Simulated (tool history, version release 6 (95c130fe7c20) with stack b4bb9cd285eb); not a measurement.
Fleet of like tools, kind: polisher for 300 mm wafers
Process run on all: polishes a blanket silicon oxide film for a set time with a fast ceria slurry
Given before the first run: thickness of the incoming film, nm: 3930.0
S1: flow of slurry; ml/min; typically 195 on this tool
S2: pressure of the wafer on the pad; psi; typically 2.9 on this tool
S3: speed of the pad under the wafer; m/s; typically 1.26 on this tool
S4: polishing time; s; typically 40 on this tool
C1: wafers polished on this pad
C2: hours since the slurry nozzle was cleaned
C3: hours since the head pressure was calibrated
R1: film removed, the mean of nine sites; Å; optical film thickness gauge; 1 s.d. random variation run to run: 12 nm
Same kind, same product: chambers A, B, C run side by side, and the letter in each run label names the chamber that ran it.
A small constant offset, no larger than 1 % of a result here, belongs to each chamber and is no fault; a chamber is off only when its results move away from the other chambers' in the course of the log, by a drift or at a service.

run 1B hour=4.8 | S1=195 S2=2.9 S3=1.26 S4=40 | C1=574 C2=565.2 C3=357.7 | R1=8254
run 2C hour=8.4 | S1=195 S2=2.9 S3=1.26 S4=40 | C1=764 C2=358.9 C3=472.7 | R1=8247.1
run 3A hour=11.1 | S1=195 S2=2.9 S3=1.26 S4=40 | C1=647 C2=137.4 C3=1075.4 | R1=8403.1
-- hour=15.3 chamber B: worn pad replaced by a new one
run 4B hour=16.3 | S1=195 S2=2.9 S3=1.26 S4=40 | C1=10 C2=576.7 C3=369.2 | R1=8312.7
run 5A hour=21.2 | S1=195 S2=2.9 S3=1.26 S4=40 | C1=755 C2=147.5 C3=1085.5 | R1=8229.3
run 6C hour=25.8 | S1=195 S2=2.9 S3=1.26 S4=40 | C1=950 C2=376.3 C3=490.1 | R1=8224.1
run 7C hour=30.8 | S1=195 S2=3.6 S3=1.26 S4=40 | C1=1003 C2=381.3 C3=495.1 | R1=10082
-- hour=31 chamber A: worn pad replaced by a new one
run 8B hour=35.8 | S1=195 S2=3.6 S3=1.26 S4=40 | C1=219 C2=596.2 C3=388.7 | R1=10206
run 9A hour=38.6 | S1=195 S2=3.6 S3=1.26 S4=40 | C1=81 C2=164.9 C3=1102.9 | R1=10338
run 10A hour=43.9 | S1=195 S2=2.9 S3=1.26 S4=40 | C1=138 C2=170.2 C3=1108.2 | R1=8145.6
run 11C hour=47.8 | S1=195 S2=2.9 S3=1.26 S4=40 | C1=1185 C2=398.3 C3=512.1 | R1=8013.8
run 12B hour=51.7 | S1=195 S2=2.9 S3=1.26 S4=40 | C1=389 C2=612.1 C3=404.6 | R1=8444.6
run 13C hour=55.4 | S1=195 S2=2.9 S3=1.26 S4=40 | C1=1267 C2=405.9 C3=519.7 | R1=7958.6
run 14A hour=59.2 | S1=195 S2=2.9 S3=1.26 S4=40 | C1=302 C2=185.5 C3=1123.5 | R1=8246.5
-- hour=62.2 chamber C: slurry nozzle cleaned
run 15B hour=63.6 | S1=195 S2=2.9 S3=1.26 S4=40 | C1=517 C2=624 C3=416.5 | R1=8290.7
run 16C hour=67.7 | S1=195 S2=2.9 S3=1.26 S4=40 | C1=1398 C2=5.6 C3=532 | R1=7965.2
run 17B hour=73.2 | S1=195 S2=2.9 S3=1.26 S4=40 | C1=619 C2=633.6 C3=426.1 | R1=8169.5
run 18A hour=77.2 | S1=195 S2=2.9 S3=1.26 S4=40 | C1=494 C2=203.5 C3=1141.5 | R1=8345.6
run 19B hour=82.3 | S1=195 S2=2.9 S3=1.26 S4=40 | C1=717 C2=642.7 C3=435.2 | R1=8263.9
run 20C hour=85 | S1=225 S2=2.9 S3=1.5 S4=40 | C1=1584 C2=22.9 C3=549.3 | R1=9777
-- hour=87.9 chamber B: slurry nozzle cleaned
run 21A hour=90.5 | S1=225 S2=2.9 S3=1.5 S4=40 | C1=637 C2=216.8 C3=1154.8 | R1=10196
-- hour=91.3 chamber B: worn pad replaced by a new one
run 22B hour=96.4 | S1=225 S2=2.9 S3=1.5 S4=40 | C1=55 C2=8.5 C3=449.3 | R1=9942.4

Does one chamber stand apart from the rest, does the shared gauge drift, or is all well apart from small per-chamber offsets? Give the chamber and the most likely cause, where there is one.

One chamber, C, drifts off from the rest bit by bit.
What lies behind it: removal rate lost through wear of the pad, % = 7.68.
With only this log, it may be confused with: head's pressure below its setpoint, %.

Here are 4 candidates for chamber C's next run, each the usual settings with a change, their results left as question marks. Which one brings its results back in line with what the others give on the usual settings?
A result is in line if it is within this distance of the other chambers' mean on the usual settings: R1 410 Å
run 23C-1 hour=100.6 | S1=195 S2=2.7 S3=1.26 S4=37 | R1=?
run 23C-2 hour=100.6 | S1=195 S2=3 S3=1.3 S4=41 | R1=?
run 23C-3 hour=100.6 | S1=195 S2=3.1 S3=1.32 S4=42 | R1=?
run 23C-4 hour=100.6 | S1=195 S2=2.8 S3=1.22 S4=39 | R1=?

The other chambers' mean on the usual settings: R1 8287.7 Å
run=23C-1 R1=6568.7
run=23C-2 R1=8341.6
run=23C-3 R1=8964.1
run=23C-4 R1=6956
Change 23C-2 lands the chamber within the allowed miss of the other chambers.
